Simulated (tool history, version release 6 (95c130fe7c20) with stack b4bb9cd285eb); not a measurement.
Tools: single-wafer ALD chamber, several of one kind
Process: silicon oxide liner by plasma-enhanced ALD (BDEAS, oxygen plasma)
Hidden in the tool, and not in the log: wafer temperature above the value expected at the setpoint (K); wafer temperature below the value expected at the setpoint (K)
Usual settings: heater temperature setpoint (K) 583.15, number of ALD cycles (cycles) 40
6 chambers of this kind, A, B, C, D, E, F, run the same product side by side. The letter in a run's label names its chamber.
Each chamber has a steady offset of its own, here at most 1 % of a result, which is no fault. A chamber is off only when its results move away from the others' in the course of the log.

run	day	heater temperature setpoint (K)	number of ALD cycles (cycles)	hours since the last thermocouple change	read-back reference wafer on the same gauge, thickness_nm	mean film thickness on the monitor wafer (angstrom)
1F	0.283	583.15	40	411.8	3.6892	36.835
2C	0.562	583.15	40	926.4	3.6884	36.554
3B	0.85	583.15	40	303.9	3.6897	36.698
4D	1.083	583.15	40	1682.5	3.6901	36.686
5A	1.362	583.15	40	738	3.6886	36.745
6E	1.575	583.15	40	252.7	3.6912	36.879
7F	1.762	583.15	40	447.3	3.6895	36.878
8E	1.921	583.15	40	261	3.6913	36.839
9C	2.154	569.15	35	964.6	3.6899	33.003
10D	2.288	569.15	35	1711.4	3.6906	33.058
11B	2.421	569.15	35	341.6	3.6919	33.092
12A	2.658	569.15	35	769.1	3.6893	32.934
13C	2.933	569.15	35	983.3	3.692	32.944
14D	3.217	569.15	35	1733.7	3.6894	33.006
15A	3.375	583.15	40	786.3	3.6897	36.594
16F	3.646	588.15	46	492.5	3.6879	41.931
17B	3.788	588.15	46	374.4	3.6894	42.089
18E	4.083	588.15	46	312.9	3.689	42.297
19A	4.333	588.15	46	809.3	3.6908	41.88
20F	4.625	588.15	46	516	3.6896	42.213
21E	4.917	588.15	46	332.9	3.6891	42.043
22D	5.188	583.15	40	1781	3.6904	36.561
23B	5.396	583.15	40	413	3.6882	36.646
24C	5.538	573.15	44	1045.8	3.6908	40.864
25C	5.675	573.15	44	1049.1	3.6892	40.947
26A	5.892	573.15	44	846.7	3.6881	40.959
27D	6.033	573.15	44	1801.3	3.6874	40.813
28F	6.196	573.15	44	553.7	3.6895	41.039
29B	6.458	573.15	44	438.5	3.6902	41.034
30E	6.604	583.15	40	373.4	3.6901	36.947
31A	6.879	583.15	40	870.4	3.6882	36.591
32C	7.167	575.15	47	1084.9	3.6894	43.476
33E	7.462	575.15	47	394	3.6893	43.785
34D	7.675	575.15	47	1840.7	3.6873	43.524
35B	7.854	575.15	47	472	3.6895	43.614
36F	8.15	575.15	47	600.6	3.691	43.75
37C	8.438	575.15	47	1115.4	3.6904	43.429
38D	8.742	583.15	40	1866.3	3.6904	36.724
39F	8.979	583.15	40	620.5	3.691	36.893
40B	9.15	583.15	40	503.1	3.6894	36.779
41A	9.45	583.15	40	932.1	3.6898	36.76

Is one chamber off against the others, does the gauge drift, or is nothing wrong? If a chamber is off, say which, and what the likeliest cause is.

No chamber stands off beyond its own small offset, and the gauge holds steady.
